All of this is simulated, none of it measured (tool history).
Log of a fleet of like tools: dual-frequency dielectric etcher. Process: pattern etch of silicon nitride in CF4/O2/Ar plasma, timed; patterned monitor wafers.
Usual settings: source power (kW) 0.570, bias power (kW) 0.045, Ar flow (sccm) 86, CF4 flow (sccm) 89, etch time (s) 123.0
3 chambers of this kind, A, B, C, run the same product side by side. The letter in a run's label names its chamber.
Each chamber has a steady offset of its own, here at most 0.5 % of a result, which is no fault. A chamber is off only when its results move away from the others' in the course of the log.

run	hour	source power (kW)	bias power (kW)	Ar flow (sccm)	CF4 flow (sccm)	etch time (s)	read-back reference wafer on the same gauge, depth_nm	mean etch depth across the wafer (nm)
1B	8.0	0.570	0.045	86	89	123.0	219.02	252.12
2A	16.0	0.570	0.045	86	89	123.0	218.92	252.68
# hour 16.4: chamber C: Ar flow controller replaced
3C	21.0	0.570	0.045	86	89	123.0	218.88	252.53
4A	28.8	0.570	0.045	86	89	123.0	218.84	252.47
5C	37.2	0.570	0.045	86	89	123.0	218.86	252.67
6B	47.3	0.570	0.045	86	89	123.0	218.73	252.68
7B	54.3	0.570	0.045	86	100	123.0	218.78	256.17
# hour 61.2: chamber A: wet clean of the chamber
8C	61.6	0.570	0.045	86	100	123.0	218.73	255.79
9A	66.6	0.570	0.045	86	100	123.0	218.68	255.86
10B	73.7	0.570	0.045	86	89	123.0	218.71	252.61
11C	78.4	0.570	0.045	86	89	123.0	218.73	251.84
12A	83.1	0.570	0.045	86	89	123.0	218.61	251.64
13C	89.6	0.510	0.045	86	99	123.0	218.62	231.22
14A	95.4	0.510	0.045	86	99	123.0	218.58	231.73
15B	104.4	0.510	0.045	86	99	123.0	218.53	231.95
16B	111.2	0.570	0.045	86	89	123.0	218.56	252.06
17C	120.7	0.670	0.045	86	89	88.0	218.53	207.88
18A	129.6	0.670	0.045	86	89	88.0	218.45	207.55
19A	139.6	0.670	0.045	86	89	88.0	218.38	207.02
20C	148.5	0.570	0.045	86	89	123.0	218.33	251.62
21B	157.9	0.570	0.045	86	89	123.0	218.32	251.75
22B	164.6	0.570	0.045	86	89	123.0	218.31	252.07
23C	169.4	0.570	0.045	86	89	123.0	218.25	251.42
24A	179.0	0.570	0.045	86	89	123.0	218.22	251.64
25B	188.5	0.570	0.045	86	89	123.0	218.13	252.06
26A	192.9	0.570	0.045	86	89	123.0	218.13	251.58
27C	198.7	0.630	0.045	86	104	123.0	218.14	280.27
28B	208.1	0.630	0.045	86	104	123.0	218.09	279.99
29C	215.0	0.630	0.045	86	104	123.0	218.13	280.39
30A	223.0	0.490	0.045	86	89	123.0	218.04	220.34

What goes on in this fleet: one chamber off, a drifting gauge, or nothing beyond the chambers' own small offsets? Name the chamber and the cause, if any.

The gauge drifts, so all chambers seem to drift together. No chamber is off.
Cause: gauge reads low (%) = 0.448.
